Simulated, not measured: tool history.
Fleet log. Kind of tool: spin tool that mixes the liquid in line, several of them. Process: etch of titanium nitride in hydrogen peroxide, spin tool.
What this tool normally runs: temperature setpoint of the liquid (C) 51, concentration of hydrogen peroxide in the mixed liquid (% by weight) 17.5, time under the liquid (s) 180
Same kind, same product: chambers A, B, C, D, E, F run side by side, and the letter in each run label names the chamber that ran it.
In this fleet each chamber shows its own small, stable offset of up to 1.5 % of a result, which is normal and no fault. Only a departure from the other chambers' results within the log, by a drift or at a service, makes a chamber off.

| run | hour | temperature setpoint of the liquid (C) | concentration of hydrogen peroxide in the mixed liquid (% by weight) | time under the liquid (s) | read-back film thickness of the titanium nitride reference wafer, read on the same gauge (nm) | thickness taken off the titanium nitride on a monitor wafer (Å) |
|---|---|---|---|---|---|---|
| 1A | 2.3 | 51 | 17.5 | 180 | 129.98 | 71.94 |
| 2F | 5.1 | 51 | 17.5 | 180 | 129.99 | 75.077 |
| 3D | 9.3 | 51 | 17.5 | 180 | 130.02 | 74.698 |
|  | 9.5 | chamber F: thermometer replaced |
| 4E | 13.6 | 51 | 17.5 | 180 | 130.01 | 74.083 |
| 5C | 18.5 | 51 | 17.5 | 180 | 130.02 | 73.97 |
| 6B | 20.8 | 51 | 17.5 | 180 | 129.99 | 73.789 |
| 7C | 24.5 | 51 | 17.5 | 180 | 130 | 73.816 |
| 8A | 28.2 | 51 | 17.5 | 180 | 129.98 | 73.347 |
| 9F | 32.5 | 51 | 17.5 | 180 | 129.99 | 75.234 |
| 10B | 36.9 | 51 | 17.5 | 180 | 130 | 73.466 |
| 11E | 42.1 | 51 | 17.5 | 180 | 130.01 | 74.505 |
| 12D | 46 | 51 | 17.5 | 180 | 130.01 | 75.286 |
| 13B | 50.6 | 51 | 17.5 | 180 | 130.02 | 73.499 |
| 14F | 53 | 51 | 17.5 | 180 | 130.01 | 73.958 |
| 15E | 56.5 | 51 | 17.5 | 180 | 130.01 | 74.23 |
| 16C | 59 | 51 | 17.5 | 180 | 130 | 74.309 |
| 17A | 61.8 | 51 | 17.5 | 180 | 129.97 | 72.985 |
| 18D | 65.2 | 51 | 17.5 | 180 | 129.99 | 75.443 |
| 19D | 69.7 | 51 | 17.5 | 180 | 130 | 75.07 |
| 20B | 73 | 51 | 17.5 | 180 | 130 | 72.897 |
| 21C | 76.9 | 51 | 17.5 | 180 | 130.01 | 74.674 |
| 22E | 80.6 | 51 | 17.5 | 180 | 129.98 | 73.282 |
| 23A | 85.7 | 51 | 17.5 | 180 | 130.02 | 73.284 |
| 24F | 90.4 | 51 | 17.5 | 180 | 129.97 | 74.443 |
|  | 91.3 | chamber D: thermometer replaced |
| 25D | 92.9 | 51 | 17.5 | 180 | 129.99 | 74.918 |
| 26C | 95.9 | 51 | 17.5 | 180 | 129.99 | 73.833 |
| 27F | 99.3 | 51 | 17.5 | 180 | 130 | 73.845 |
| 28A | 104.2 | 51 | 16 | 220 | 130.01 | 88.292 |
|  | 106.7 | chamber C: new drum of peroxide connected |
| 29B | 108.5 | 51 | 16 | 220 | 129.98 | 86.745 |
| 30E | 111 | 51 | 16 | 220 | 129.98 | 88.908 |
|  | 112.8 | chamber A: thermometer replaced |
| 31E | 115.3 | 51 | 16 | 220 | 130.01 | 89.499 |
| 32A | 119.5 | 51 | 16 | 220 | 130.01 | 88.057 |
| 33B | 122 | 51 | 16 | 220 | 129.99 | 88.614 |
| 34F | 125.1 | 51 | 17.5 | 180 | 130.01 | 74.545 |
| 35D | 128.3 | 51 | 17.5 | 180 | 129.99 | 74.208 |
| 36C | 131.4 | 51 | 17.5 | 180 | 129.99 | 74.331 |
| 37D | 136.5 | 51 | 17.5 | 180 | 129.98 | 74.308 |
| 38A | 139 | 51 | 17.5 | 180 | 130.03 | 73.427 |
| 39C | 143.4 | 51 | 17.5 | 180 | 129.98 | 75.105 |
| 40E | 147.3 | 51 | 17.5 | 180 | 129.99 | 74.037 |
| 41F | 151.2 | 51 | 17.5 | 180 | 129.99 | 74.403 |

Read the log: is a single chamber off, either drifting away or since a service, is the gauge that measures every chamber drifting, or is nothing wrong beyond small per-chamber offsets? Name any odd chamber and what most likely caused it.

Nothing is wrong: each chamber keeps only its own small, steady offset and the gauge holds still.

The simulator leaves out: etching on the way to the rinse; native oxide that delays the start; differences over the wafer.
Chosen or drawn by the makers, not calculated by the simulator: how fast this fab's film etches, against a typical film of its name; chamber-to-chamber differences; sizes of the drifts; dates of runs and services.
